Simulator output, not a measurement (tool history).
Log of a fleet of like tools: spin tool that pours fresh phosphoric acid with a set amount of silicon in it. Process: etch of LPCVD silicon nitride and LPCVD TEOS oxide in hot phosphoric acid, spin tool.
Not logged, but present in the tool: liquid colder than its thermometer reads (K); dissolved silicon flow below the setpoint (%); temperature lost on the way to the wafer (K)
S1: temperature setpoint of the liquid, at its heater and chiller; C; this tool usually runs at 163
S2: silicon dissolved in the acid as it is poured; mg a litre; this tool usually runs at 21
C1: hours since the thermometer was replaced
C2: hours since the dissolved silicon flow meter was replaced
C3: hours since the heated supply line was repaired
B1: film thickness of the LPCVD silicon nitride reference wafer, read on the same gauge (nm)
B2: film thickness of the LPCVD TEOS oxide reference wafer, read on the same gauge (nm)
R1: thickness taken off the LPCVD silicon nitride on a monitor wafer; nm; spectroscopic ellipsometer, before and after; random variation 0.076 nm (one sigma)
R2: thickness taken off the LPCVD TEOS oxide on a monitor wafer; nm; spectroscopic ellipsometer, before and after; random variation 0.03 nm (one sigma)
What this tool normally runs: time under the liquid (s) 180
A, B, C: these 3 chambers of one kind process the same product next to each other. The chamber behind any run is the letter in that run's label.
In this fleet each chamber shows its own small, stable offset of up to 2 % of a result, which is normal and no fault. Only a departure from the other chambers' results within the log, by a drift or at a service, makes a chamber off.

run 1B day=0.217 | S1=163 S2=21 time_under_the_liquid_(s)=180 | C1=866.3 C2=573.2 C3=2227.4 | B1=100.02 B2=130 | R1=17.714 R2=0.90657
run 2C day=0.504 | S1=163 S2=21 time_under_the_liquid_(s)=180 | C1=511.8 C2=307.7 C3=375 | B1=100.03 B2=130 | R1=17.994 R2=0.96163
run 3A day=0.883 | S1=163 S2=21 time_under_the_liquid_(s)=180 | C1=364.4 C2=79.5 C3=910.8 | B1=100.04 B2=130.02 | R1=17.983 R2=0.93031
run 4C day=1.171 | S1=163 S2=21 time_under_the_liquid_(s)=180 | C1=527.8 C2=323.7 C3=391 | B1=100.02 B2=129.97 | R1=17.977 R2=0.97543
run 5B day=1.525 | S1=163 S2=21 time_under_the_liquid_(s)=180 | C1=897.7 C2=604.6 C3=2258.8 | B1=100 B2=130 | R1=17.843 R2=0.95599
run 6A day=1.783 | S1=163 S2=21 time_under_the_liquid_(s)=180 | C1=386 C2=101.1 C3=932.4 | B1=100.02 B2=130.01 | R1=17.983 R2=0.93764
run 7B day=1.971 | S1=163 S2=21 time_under_the_liquid_(s)=180 | C1=908.4 C2=615.3 C3=2269.5 | B1=99.996 B2=130.01 | R1=17.842 R2=0.9059
run 8C day=2.308 | S1=164.5 S2=26.5 time_under_the_liquid_(s)=180 | C1=555.1 C2=351 C3=418.3 | B1=99.983 B2=130 | R1=18.964 R2=0.8056
run 9A day=2.654 | S1=164.5 S2=26.5 time_under_the_liquid_(s)=180 | C1=406.9 C2=122 C3=953.3 | B1=100.04 B2=129.96 | R1=19.009 R2=0.8829
run 10A day=2.933 | S1=164.5 S2=26.5 time_under_the_liquid_(s)=180 | C1=413.6 C2=128.7 C3=960 | B1=99.993 B2=130.01 | R1=18.819 R2=0.88281
run 11C day=3.304 | S1=163 S2=21 time_under_the_liquid_(s)=180 | C1=579 C2=374.9 C3=442.2 | B1=100.02 B2=129.99 | R1=17.949 R2=0.91862
run 12B day=3.579 | S1=163 S2=21 time_under_the_liquid_(s)=180 | C1=947 C2=653.9 C3=2308.1 | B1=100.04 B2=130.02 | R1=17.899 R2=0.9134
run 13C day=3.871 | S1=163 S2=21 time_under_the_liquid_(s)=180 | C1=592.6 C2=388.5 C3=455.8 | B1=100 B2=130.01 | R1=18.105 R2=0.96904
run 14A day=4.05 | S1=163 S2=21 time_under_the_liquid_(s)=180 | C1=440.4 C2=155.5 C3=986.8 | B1=99.984 B2=130 | R1=18.042 R2=0.92679
run 15B day=4.229 | S1=163 S2=21 time_under_the_liquid_(s)=180 | C1=962.6 C2=669.5 C3=2323.7 | B1=100.03 B2=129.99 | R1=17.917 R2=0.87284
-- day=4.412 chamber C: dissolved silicon flow meter replaced
run 16B day=4.504 | S1=163 S2=21 time_under_the_liquid_(s)=180 | C1=969.2 C2=676.1 C3=2330.3 | B1=99.991 B2=130.03 | R1=17.922 R2=0.92673
run 17C day=4.867 | S1=163 S2=21 time_under_the_liquid_(s)=180 | C1=616.5 C2=10.9 C3=479.7 | B1=99.968 B2=130.01 | R1=18.03 R2=0.87787
run 18A day=5.129 | S1=163 S2=21 time_under_the_liquid_(s)=180 | C1=466.3 C2=181.4 C3=1012.7 | B1=99.994 B2=130 | R1=18.084 R2=0.86398
run 19A day=5.504 | S1=163 S2=21 time_under_the_liquid_(s)=180 | C1=475.3 C2=190.4 C3=1021.7 | B1=99.983 B2=130 | R1=18.082 R2=0.88045
run 20B day=5.833 | S1=163 S2=21 time_under_the_liquid_(s)=180 | C1=1001.1 C2=708 C3=2362.2 | B1=100.03 B2=130 | R1=17.852 R2=0.87854
run 21C day=6.175 | S1=163 S2=21 time_under_the_liquid_(s)=180 | C1=647.9 C2=42.3 C3=511.1 | B1=99.973 B2=130 | R1=17.981 R2=0.97927
run 22C day=6.483 | S1=163 S2=21 time_under_the_liquid_(s)=180 | C1=655.3 C2=49.7 C3=518.5 | B1=99.989 B2=129.99 | R1=18.124 R2=0.92562
run 23B day=6.8 | S1=163 S2=21 time_under_the_liquid_(s)=180 | C1=1024.3 C2=731.2 C3=2385.4 | B1=100 B2=129.99 | R1=17.805 R2=0.92384
run 24A day=7.05 | S1=163 S2=21 time_under_the_liquid_(s)=180 | C1=512.4 C2=227.5 C3=1058.8 | B1=99.999 B2=129.98 | R1=18.062 R2=0.89571
run 25C day=7.288 | S1=163 S2=21 time_under_the_liquid_(s)=180 | C1=674.6 C2=69 C3=537.8 | B1=99.98 B2=130.01 | R1=17.886 R2=0.97045
run 26B day=7.471 | S1=163 S2=21 time_under_the_liquid_(s)=180 | C1=1040.4 C2=747.3 C3=2401.5 | B1=99.979 B2=130.01 | R1=17.774 R2=0.91913
run 27A day=7.771 | S1=163 S2=21 time_under_the_liquid_(s)=180 | C1=529.7 C2=244.8 C3=1076.1 | B1=99.986 B2=130 | R1=18.059 R2=0.90564
run 28C day=8.012 | S1=163 S2=21 time_under_the_liquid_(s)=180 | C1=692 C2=86.4 C3=555.2 | B1=99.986 B2=130.02 | R1=18.025 R2=0.90898
run 29A day=8.379 | S1=163 S2=21 time_under_the_liquid_(s)=180 | C1=544.3 C2=259.4 C3=1090.7 | B1=100.01 B2=130 | R1=18.082 R2=0.86
run 30B day=8.692 | S1=164 S2=21 time_under_the_liquid_(s)=255 | C1=1069.7 C2=776.6 C3=2430.8 | B1=99.972 B2=129.99 | R1=26.115 R2=1.4171
run 31B day=8.904 | S1=164 S2=21 time_under_the_liquid_(s)=255 | C1=1074.8 C2=781.7 C3=2435.9 | B1=100.01 B2=130 | R1=26.292 R2=1.4287
run 32A day=9.146 | S1=164 S2=21 time_under_the_liquid_(s)=255 | C1=562.7 C2=277.8 C3=1109.1 | B1=100.02 B2=130.02 | R1=26.228 R2=1.3808
run 33C day=9.358 | S1=163 S2=21 time_under_the_liquid_(s)=180 | C1=724.3 C2=118.7 C3=587.5 | B1=100.02 B2=130.01 | R1=18.021 R2=0.95786
run 34A day=9.612 | S1=163 S2=21 time_under_the_liquid_(s)=215 | C1=573.9 C2=289 C3=1120.3 | B1=99.977 B2=129.99 | R1=21.696 R2=1.0953
run 35C day=9.908 | S1=163 S2=21 time_under_the_liquid_(s)=215 | C1=737.5 C2=131.9 C3=600.7 | B1=100.06 B2=130.01 | R1=21.678 R2=1.0791
run 36B day=10.254 | S1=163 S2=21 time_under_the_liquid_(s)=215 | C1=1107.2 C2=814.1 C3=2468.3 | B1=99.975 B2=129.98 | R1=21.345 R2=1.0911
run 37B day=10.629 | S1=163 S2=21 time_under_the_liquid_(s)=180 | C1=1116.2 C2=823.1 C3=2477.3 | B1=99.978 B2=129.99 | R1=17.853 R2=0.96183

Does one chamber stand apart from the rest, does the shared gauge drift, or is all well apart from small per-chamber offsets? Give the chamber and the most likely cause, where there is one.

Neither any chamber nor the gauge drifts; the chambers differ only by their own small, steady offsets.
